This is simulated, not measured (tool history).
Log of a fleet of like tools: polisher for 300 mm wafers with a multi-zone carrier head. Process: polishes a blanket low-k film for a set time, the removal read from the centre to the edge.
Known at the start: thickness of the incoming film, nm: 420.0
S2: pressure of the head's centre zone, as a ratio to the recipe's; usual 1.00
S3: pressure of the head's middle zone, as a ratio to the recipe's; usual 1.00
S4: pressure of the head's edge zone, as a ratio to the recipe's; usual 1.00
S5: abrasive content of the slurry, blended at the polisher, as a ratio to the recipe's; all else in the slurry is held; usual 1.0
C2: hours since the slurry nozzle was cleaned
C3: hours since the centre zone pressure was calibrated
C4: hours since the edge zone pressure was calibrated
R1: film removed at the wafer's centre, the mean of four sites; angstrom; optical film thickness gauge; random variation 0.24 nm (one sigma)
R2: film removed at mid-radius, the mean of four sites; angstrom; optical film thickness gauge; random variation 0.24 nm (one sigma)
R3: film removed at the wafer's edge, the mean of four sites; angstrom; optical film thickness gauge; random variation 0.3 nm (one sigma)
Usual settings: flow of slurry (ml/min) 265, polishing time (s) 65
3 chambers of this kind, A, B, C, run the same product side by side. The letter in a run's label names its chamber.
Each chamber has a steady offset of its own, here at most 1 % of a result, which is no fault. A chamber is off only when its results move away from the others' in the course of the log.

Run 1B, hour 10.3: usual settings; wafers polished on this pad 502; C2 244.7; C3 104.0; C4 619.1. Result: R1 207.82 angstrom, R2 209.55 angstrom, R3 207.07 angstrom.
Run 2C, hour 24.9: usual settings; wafers polished on this pad 658; C2 190.1; C3 392.3; C4 113.0. Result: R1 209.29 angstrom, R2 207.87 angstrom, R3 206.68 angstrom.
Run 3A, hour 36.4: usual settings; wafers polished on this pad 398; C2 156.7; C3 85.6; C4 201.8. Result: R1 206.32 angstrom, R2 211.79 angstrom, R3 211.46 angstrom.
Run 4A, hour 46.5: usual settings; wafers polished on this pad 496; C2 166.8; C3 95.7; C4 211.9. Result: R1 207.04 angstrom, R2 211.44 angstrom, R3 210.60 angstrom.
Run 5B, hour 53.8: usual settings but S4 1.11; wafers polished on this pad 922; C2 288.2; C3 147.5; C4 662.6. Result: R1 206.55 angstrom, R2 206.95 angstrom, R3 218.10 angstrom.
Run 6C, hour 67.8: usual settings but S4 1.11; wafers polished on this pad 1072; C2 233.0; C3 435.2; C4 155.9. Result: R1 210.44 angstrom, R2 207.11 angstrom, R3 220.76 angstrom.
At hour 67.9: chamber C: worn pad replaced by a new one.
At hour 74.1: chamber A: slurry nozzle cleaned.
Run 7C, hour 77.4: usual settings but S4 1.11; wafers polished on this pad 92; C2 242.6; C3 444.8; C4 165.5. Result: R1 210.75 angstrom, R2 202.21 angstrom, R3 227.13 angstrom.
At hour 81.3: chamber A: worn pad replaced by a new one.
At hour 83.3: chamber B: worn pad replaced by a new one.
Run 8B, hour 92.0: usual settings; wafers polished on this pad 84; C2 326.4; C3 185.7; C4 700.8. Result: R1 202.47 angstrom, R2 210.98 angstrom, R3 212.10 angstrom.
Run 9A, hour 105.4: usual settings; wafers polished on this pad 232; C2 31.3; C3 154.6; C4 270.8. Result: R1 209.18 angstrom, R2 208.80 angstrom, R3 217.78 angstrom.
Run 10C, hour 117.8: usual settings; wafers polished on this pad 482; C2 283.0; C3 485.2; C4 205.9. Result: R1 210.36 angstrom, R2 206.95 angstrom, R3 207.10 angstrom.
Run 11A, hour 128.8: usual settings; wafers polished on this pad 458; C2 54.7; C3 178.0; C4 294.2. Result: R1 209.32 angstrom, R2 206.60 angstrom, R3 213.53 angstrom.
Run 12B, hour 139.2: usual settings; wafers polished on this pad 540; C2 373.6; C3 232.9; C4 748.0. Result: R1 207.62 angstrom, R2 206.94 angstrom, R3 207.25 angstrom.
Run 13C, hour 153.4: usual settings; wafers polished on this pad 826; C2 318.6; C3 520.8; C4 241.5. Result: R1 209.35 angstrom, R2 205.35 angstrom, R3 213.42 angstrom.
Run 14A, hour 160.5: usual settings; wafers polished on this pad 764; C2 86.4; C3 209.7; C4 325.9. Result: R1 211.09 angstrom, R2 209.15 angstrom, R3 208.39 angstrom.
At hour 166.0: chamber A: worn pad replaced by a new one.
Run 15B, hour 172.9: usual settings but S2 0.91; wafers polished on this pad 866; C2 407.3; C3 266.6; C4 781.7. Result: R1 188.00 angstrom, R2 208.52 angstrom, R3 209.82 angstrom.
Run 16C, hour 185.2: usual settings but S2 0.91; wafers polished on this pad 1133; C2 350.4; C3 552.6; C4 273.3. Result: R1 191.15 angstrom, R2 207.94 angstrom, R3 209.40 angstrom.
At hour 194.5: chamber C: centre zone pressure recalibrated.
At hour 195.3: chamber C: worn pad replaced by a new one.
Run 17B, hour 200.1: usual settings but S2 0.91; wafers polished on this pad 1128; C2 434.5; C3 293.8; C4 808.9. Result: R1 187.82 angstrom, R2 205.37 angstrom, R3 209.37 angstrom.
At hour 209.0: chamber B: worn pad replaced by a new one.
Run 18A, hour 212.3: usual settings; wafers polished on this pad 447; C2 138.2; C3 261.5; C4 377.7. Result: R1 208.28 angstrom, R2 208.24 angstrom, R3 205.66 angstrom.
Run 19A, hour 226.7: usual settings; wafers polished on this pad 586; C2 152.6; C3 275.9; C4 392.1. Result: R1 210.87 angstrom, R2 208.15 angstrom, R3 208.35 angstrom.
Run 20C, hour 235.0: usual settings; wafers polished on this pad 383; C2 400.2; C3 40.6; C4 323.1. Result: R1 211.02 angstrom, R2 210.91 angstrom, R3 205.04 angstrom.
Run 21B, hour 249.3: usual settings; wafers polished on this pad 389; C2 483.7; C3 343.0; C4 858.1. Result: R1 206.84 angstrom, R2 211.71 angstrom, R3 211.62 angstrom.
At hour 252.9: chamber A: worn pad replaced by a new one.
Run 22A, hour 262.8: usual settings; wafers polished on this pad 95; C2 188.7; C3 312.0; C4 428.2. Result: R1 214.31 angstrom, R2 204.26 angstrom, R3 207.97 angstrom.
Run 23B, hour 275.1: usual settings; wafers polished on this pad 639; C2 509.5; C3 368.8; C4 883.9. Result: R1 211.34 angstrom, R2 209.19 angstrom, R3 212.55 angstrom.
At hour 283.8: chamber A: slurry nozzle cleaned.
Run 24C, hour 290.3: usual settings; wafers polished on this pad 917; C2 455.5; C3 95.9; C4 378.4. Result: R1 209.57 angstrom, R2 206.87 angstrom, R3 209.85 angstrom.
Run 25C, hour 299.4: usual settings; wafers polished on this pad 1005; C2 464.6; C3 105.0; C4 387.5. Result: R1 214.12 angstrom, R2 206.91 angstrom, R3 210.25 angstrom.
At hour 306.5: chamber C: worn pad replaced by a new one.
Run 26A, hour 308.4: usual settings; wafers polished on this pad 536; C2 24.6; C3 357.6; C4 473.8. Result: R1 205.90 angstrom, R2 206.42 angstrom, R3 207.33 angstrom.
At hour 318.6: chamber B: worn pad replaced by a new one.
Run 27B, hour 323.2: usual settings; wafers polished on this pad 45; C2 557.6; C3 416.9; C4 932.0. Result: R1 204.64 angstrom, R2 211.93 angstrom, R3 207.28 angstrom.
Run 28B, hour 332.2: usual settings; wafers polished on this pad 132; C2 566.6; C3 425.9; C4 941.0. Result: R1 205.48 angstrom, R2 210.72 angstrom, R3 205.02 angstrom.
At hour 342.4: chamber A: worn pad replaced by a new one.
Run 29C, hour 347.5: usual settings; wafers polished on this pad 396; C2 512.7; C3 153.1; C4 435.6. Result: R1 207.51 angstrom, R2 205.46 angstrom, R3 201.68 angstrom.
Run 30A, hour 357.1: usual settings; wafers polished on this pad 142; C2 73.3; C3 406.3; C4 522.5. Result: R1 210.34 angstrom, R2 205.09 angstrom, R3 213.64 angstrom.
Run 31A, hour 365.1: usual settings; wafers polished on this pad 220; C2 81.3; C3 414.3; C4 530.5. Result: R1 207.34 angstrom, R2 210.04 angstrom, R3 209.83 angstrom.
Run 32C, hour 376.2: usual settings; wafers polished on this pad 673; C2 541.4; C3 181.8; C4 464.3. Result: R1 209.47 angstrom, R2 206.05 angstrom, R3 205.77 angstrom.
Run 33B, hour 391.4: usual settings but S3 0.92; wafers polished on this pad 703; C2 625.8; C3 485.1; C4 1000.2. Result: R1 204.58 angstrom, R2 193.63 angstrom, R3 207.67 angstrom.
Run 34A, hour 400.6: usual settings but S3 0.92; wafers polished on this pad 562; C2 116.8; C3 449.8; C4 566.0. Result: R1 205.65 angstrom, R2 189.63 angstrom, R3 211.22 angstrom.
Run 35B, hour 413.7: usual settings but S3 0.92; wafers polished on this pad 919; C2 648.1; C3 507.4; C4 1022.5. Result: R1 203.01 angstrom, R2 196.79 angstrom, R3 202.66 angstrom.
Run 36C, hour 429.2: usual settings but S2 0.91, S4 1.06; wafers polished on this pad 1185; C2 594.4; C3 234.8; C4 517.3. Result: R1 189.03 angstrom, R2 209.52 angstrom, R3 216.31 angstrom.

All 3 chambers run these settings next. Forecast each chamber's results:
Run 37A, hour 440.3: usual settings but S5 0.7. Result: R1 ?, R2 ?, R3 ?.
Run 37B, hour 440.3: usual settings but S5 0.7. Result: R1 ?, R2 ?, R3 ?.
Run 37C, hour 440.3: usual settings but S5 0.7. Result: R1 ?, R2 ?, R3 ?.

run      R1      R2      R3
37A  173.10  176.16  181.79
37B  175.12  177.58  172.83
37C  175.49  172.31  176.43
